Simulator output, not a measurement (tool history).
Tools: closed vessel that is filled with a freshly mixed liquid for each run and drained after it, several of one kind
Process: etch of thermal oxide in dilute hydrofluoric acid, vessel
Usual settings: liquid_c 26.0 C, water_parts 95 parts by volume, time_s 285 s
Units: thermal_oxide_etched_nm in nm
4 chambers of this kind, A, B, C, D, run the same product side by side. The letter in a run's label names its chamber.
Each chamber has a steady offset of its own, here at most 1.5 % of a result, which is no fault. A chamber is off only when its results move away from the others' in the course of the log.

run,hour,liquid_c,water_parts,time_s,hours since the thermometer was replaced,hours since the hydrofluoric acid flow meter was replaced,"read-back film thickness of the thermal oxide reference wafer, read on the same gauge (nm)",thermal_oxide_etched_nm
1D,9.1,26.0,95,285,595.7,943.8,49.995,15.4570
2C,17.0,26.0,95,285,1620.1,25.3,49.982,15.3740
3A,25.2,26.0,95,285,451.7,1425.5,50.000,15.5140
4B,30.9,26.0,95,285,110.6,1909.4,50.012,15.5500
5A,37.0,26.0,95,285,463.5,1437.3,50.008,15.6350
6B,43.9,26.0,95,285,123.6,1922.4,49.997,15.7430
7C,50.6,26.0,95,285,1653.7,58.9,50.009,15.4920
8D,55.6,26.0,95,285,642.2,990.3,50.009,15.4190
9A,59.8,26.0,130,285,486.3,1460.1,50.002,10.9870
10B,67.5,26.0,130,285,147.2,1946.0,49.991,10.9080
11D,72.0,26.0,130,285,658.6,1006.7,49.997,10.6760
12C,77.2,26.0,130,285,1680.3,85.5,50.018,10.9770
13C,82.2,26.0,95,285,1685.3,90.5,50.011,15.8350
14D,88.8,26.0,95,285,675.4,1023.5,49.991,15.3760
15A,95.2,26.0,95,285,521.7,1495.5,50.011,15.6780
16B,100.9,26.0,95,285,180.6,1979.4,49.996,15.6440
17A,106.5,26.0,95,285,533.0,1506.8,49.992,15.7300
18B,113.7,26.0,95,285,193.4,1992.2,49.996,15.5910
19D,122.6,26.0,95,285,709.2,1057.3,50.015,15.3250
20C,131.6,26.0,95,285,1734.7,139.9,49.990,16.2620
21C,140.9,26.0,95,285,1744.0,149.2,49.978,16.3840
22B,145.2,26.0,95,285,224.9,2023.7,50.007,15.5200
23A,154.1,26.0,95,285,580.6,1554.4,49.986,15.7390
24D,158.8,26.0,95,285,745.4,1093.5,50.001,15.2930
25C,167.5,23.5,145,285,1770.6,175.8,50.006,9.3211
26B,171.6,23.5,145,285,251.3,2050.1,49.999,8.7470

All 4 chambers run these settings next. Forecast each chamber's results:
27A,178.4,26.0,95,285,,,,?
27B,178.4,26.0,95,285,,,,?
27C,178.4,26.0,95,285,,,,?
27D,178.4,26.0,95,285,,,,?

run,thermal_oxide_etched_nm
27A,15.7240
27B,15.6230
27C,16.6980
27D,15.3610
